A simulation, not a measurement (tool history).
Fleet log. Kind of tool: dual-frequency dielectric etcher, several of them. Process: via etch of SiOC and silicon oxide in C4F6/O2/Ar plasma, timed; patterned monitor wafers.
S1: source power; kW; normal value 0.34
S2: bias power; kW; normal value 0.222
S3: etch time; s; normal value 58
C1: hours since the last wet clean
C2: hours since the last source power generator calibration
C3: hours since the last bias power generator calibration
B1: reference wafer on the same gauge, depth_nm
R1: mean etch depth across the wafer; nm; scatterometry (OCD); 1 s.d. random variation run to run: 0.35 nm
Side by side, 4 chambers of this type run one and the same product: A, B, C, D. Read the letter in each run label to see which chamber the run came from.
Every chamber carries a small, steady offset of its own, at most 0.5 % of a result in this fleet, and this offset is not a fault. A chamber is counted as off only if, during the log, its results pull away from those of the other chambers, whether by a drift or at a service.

run	hour	S1	S2	S3	C1	C2	C3	B1	R1
1C	6.3	0.34	0.222	58	566	3813.3	966.5	58.628	65.9
2B	10.5	0.34	0.222	58	358.1	1135.1	787.5	58.731	66.326
3D	15.4	0.34	0.222	58	405.2	938.3	1369.4	58.735	66.269
# hour 16.1: chamber C: wet clean of the chamber
4A	21.8	0.34	0.222	58	379.9	1894.3	462.4	58.664	66.148
5A	25.5	0.41	0.222	49	383.6	1898	466.1	58.692	60.581
6C	30.8	0.41	0.222	49	14.8	3837.8	991	58.625	60.271
7D	36.8	0.41	0.222	49	426.6	959.7	1390.8	58.732	59.73
8B	41.3	0.41	0.222	49	388.9	1165.9	818.3	58.666	60.284
9A	45.7	0.34	0.222	58	403.8	1918.2	486.3	58.667	66.362
10D	48.5	0.27	0.256	58	438.3	971.4	1402.5	58.706	62.944
11C	54.1	0.27	0.256	58	38.1	3861.1	1014.3	58.655	63.995
12B	58.1	0.27	0.256	58	405.7	1182.7	835.1	58.753	64.414
13B	62.2	0.27	0.256	58	409.8	1186.8	839.2	58.683	64.03
14D	68.3	0.34	0.222	46	458.1	991.2	1422.3	58.725	51.922
15C	71.6	0.34	0.222	46	55.6	3878.6	1031.8	58.697	52.164
16A	76.3	0.34	0.222	46	434.4	1948.8	516.9	58.653	52.672
17D	79.2	0.34	0.222	46	469	1002.1	1433.2	58.679	52.577
18A	85.2	0.34	0.222	58	443.3	1957.7	525.8	58.747	65.975
19C	90.4	0.34	0.222	46.5	74.4	3897.4	1050.6	58.69	52.35
20B	93.4	0.34	0.222	46.5	441	1218	870.4	58.702	53.519
21D	96.8	0.34	0.222	46.5	486.6	1019.7	1450.8	58.738	53.4
22C	102.8	0.34	0.222	46.5	86.8	3909.8	1063	58.746	52.815
23B	105.9	0.34	0.222	58	453.5	1230.5	882.9	58.753	66.203
24A	110.7	0.34	0.222	58	468.8	1983.2	551.3	58.765	66.38
25B	115.6	0.34	0.19	58	463.2	1240.2	892.6	58.713	62.591
26D	121.3	0.34	0.19	58	511.1	1044.2	1475.3	58.698	62.535
27C	125.1	0.34	0.19	58	109.1	3932.1	1085.3	58.727	62.268
28A	131.4	0.34	0.19	58	489.5	2003.9	572	58.604	62.999
29A	134.5	0.34	0.222	58	492.6	2007	575.1	58.692	66.349
30B	138.7	0.34	0.222	58	486.3	1263.3	915.7	58.723	66.091
31C	144.2	0.34	0.222	58	128.2	3951.2	1104.4	58.745	65.636
32D	150.4	0.34	0.222	58	540.2	1073.3	1504.4	58.749	65.594
33A	154.6	0.34	0.222	58	512.7	2027.1	595.2	58.682	65.603
34B	160.7	0.34	0.222	58	508.3	1285.3	937.7	58.689	66.077
35D	166.6	0.34	0.222	58	556.4	1089.5	1520.6	58.667	65.731
36C	169.8	0.31	0.222	51.5	153.8	3976.8	1130	58.728	55.925
37C	174.5	0.31	0.222	51.5	158.5	3981.5	1134.7	58.653	56.232
38B	179.2	0.31	0.222	51.5	526.8	1303.8	956.2	58.723	56.828
39D	182.1	0.31	0.222	51.5	571.9	1105	1536.1	58.646	56.623

Read the log: is a single chamber off, either drifting away or since a service, is the gauge that measures every chamber drifting, or is nothing wrong beyond small per-chamber offsets? Name any odd chamber and what most likely caused it.

Neither any chamber nor the gauge drifts; the chambers differ only by their own small, steady offsets.
